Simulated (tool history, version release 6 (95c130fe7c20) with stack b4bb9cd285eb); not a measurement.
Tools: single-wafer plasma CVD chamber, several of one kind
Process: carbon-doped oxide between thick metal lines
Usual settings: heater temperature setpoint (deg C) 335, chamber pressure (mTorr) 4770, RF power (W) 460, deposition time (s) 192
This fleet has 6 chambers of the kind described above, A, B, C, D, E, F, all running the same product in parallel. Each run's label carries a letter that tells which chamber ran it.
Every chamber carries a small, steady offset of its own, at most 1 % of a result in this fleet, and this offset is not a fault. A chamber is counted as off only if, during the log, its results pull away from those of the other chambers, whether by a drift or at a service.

run   hour  heater temperature setpoint (deg C)  chamber pressure (mTorr)  RF power (W)  deposition time (s)  read-back reference wafer on the same gauge, thickness_nm  mean film thickness on the monitor wafer (angstrom)
 1C     11                                  335                      4770           460                  192                                                     909.43                                               9518.2
 2B   20.2                                  335                      4770           460                  192                                                     910.22                                               9579.1
 3E   31.7                                  335                      4770           460                  192                                                     910.42                                               9543.9
 4F   41.2                                  335                      4770           460                  192                                                     910.37                                               9522.6
 5D   50.3                                  335                      4260           460                  192                                                     910.58                                               9393.1
 6A   61.5                                  335                      4260           460                  192                                                      909.9                                               9368.7
 7F   67.4                                  335                      4260           460                  192                                                     909.29                                               9420.4
 8E   74.2                                  335                      4260           460                  192                                                     910.56                                               9396.6
 9D   81.8                                  335                      4260           460                  192                                                     909.51                                                 9364
10A   90.2                                  335                      4260           460                  192                                                     909.67                                               9354.1
11B   99.8                                  335                      4770           460                  192                                                      910.4                                               9558.3
12C  106.7                                  335                      4770           460                  192                                                     910.02                                               9498.9
13C    113                                  335                      4770           460                  192                                                     909.47                                               9507.1
14B    119                                  335                      4770           410                  227                                                     909.92                                                10386
15D  128.9                                  335                      4770           410                  227                                                     910.58                                                10273
16E  135.3                                  335                      4770           410                  227                                                     909.89                                                10410
17F    141                                  335                      4770           410                  227                                                     909.93                                                10395
18A    148                                  335                      4770           410                  227                                                     909.94                                                10282
       151  -- chamber C: RF generator calibrated
19C  156.5                                  335                      4770           410                  227                                                     909.93                                                10384
20A  165.7                                  335                      4770           460                  192                                                      910.1                                               9499.1
21E    175                                  335                      4770           460                  192                                                     910.63                                               9555.5
22B  182.7                                  335                      4770           460                  192                                                     910.43                                               9590.1
23F    188                                  335                      5500           490                  192                                                     909.74                                                10064
24D  194.1                                  335                      5500           490                  192                                                     909.69                                                10041
25B    199                                  335                      5500           490                  192                                                      910.2                                                10217
     204.2  -- chamber D: RF generator calibrated
26A  209.4                                  335                      5500           490                  192                                                     911.38                                                10117
27D  220.3                                  335                      5500           490                  192                                                     909.73                                                10148
28E  225.9                                  335                      5500           490                  192                                                      910.3                                                10186
29C  236.3                                  340                      5630           460                  192                                                     910.04                                               9646.9
30F  244.1                                  340                      5630           460                  192                                                     909.46                                               9603.9
31B  250.2                                  340                      5630           460                  192                                                      909.5                                               9610.4
32F  256.9                                  340                      5630           460                  192                                                     910.05                                               9634.4
33C    264                                  340                      5630           460                  192                                                     909.58                                               9649.1
34A  271.5                                  340                      5630           460                  192                                                     909.55                                               9475.9
35D  281.3                                  335                      4770           460                  192                                                     909.52                                                 9459
36E  287.1                                  335                      4770           460                  192                                                      909.5                                               9599.5
37B  295.2                                  335                      4770           460                  192                                                     909.81                                               9556.4
38A  302.1                                  335                      4770           515                  192                                                     909.91                                                10167
39F  310.9                                  335                      4770           515                  192                                                     910.51                                                10186
40E  321.7                                  335                      4770           515                  192                                                     910.52                                                10376
41C  329.7                                  335                      4770           515                  192                                                     910.04                                                10236
42D  335.9                                  335                      4770           515                  192                                                     910.57                                                10206
43A  343.5                                  335                      4770           515                  192                                                     910.01                                                10154
44D    349                                  335                      4770           460                  192                                                     910.41                                               9454.3

Next, all 6 chambers run the settings below, one line each with question marks for the results. What does each chamber give?
45A  357.2                                  335                      4770           460                  192                                                                                                               ?
45B  357.2                                  335                      4770           460                  192                                                                                                               ?
45C  357.2                                  335                      4770           460                  192                                                                                                               ?
45D  357.2                                  335                      4770           460                  192                                                                                                               ?
45E  357.2                                  335                      4770           460                  192                                                                                                               ?
45F  357.2                                  335                      4770           460                  192                                                                                                               ?

run  mean film thickness on the monitor wafer (angstrom)
45A                                               9497.7
45B                                               9553.6
45C                                               9460.2
45D                                               9494.4
45E                                               9558.4
45F                                               9509.1

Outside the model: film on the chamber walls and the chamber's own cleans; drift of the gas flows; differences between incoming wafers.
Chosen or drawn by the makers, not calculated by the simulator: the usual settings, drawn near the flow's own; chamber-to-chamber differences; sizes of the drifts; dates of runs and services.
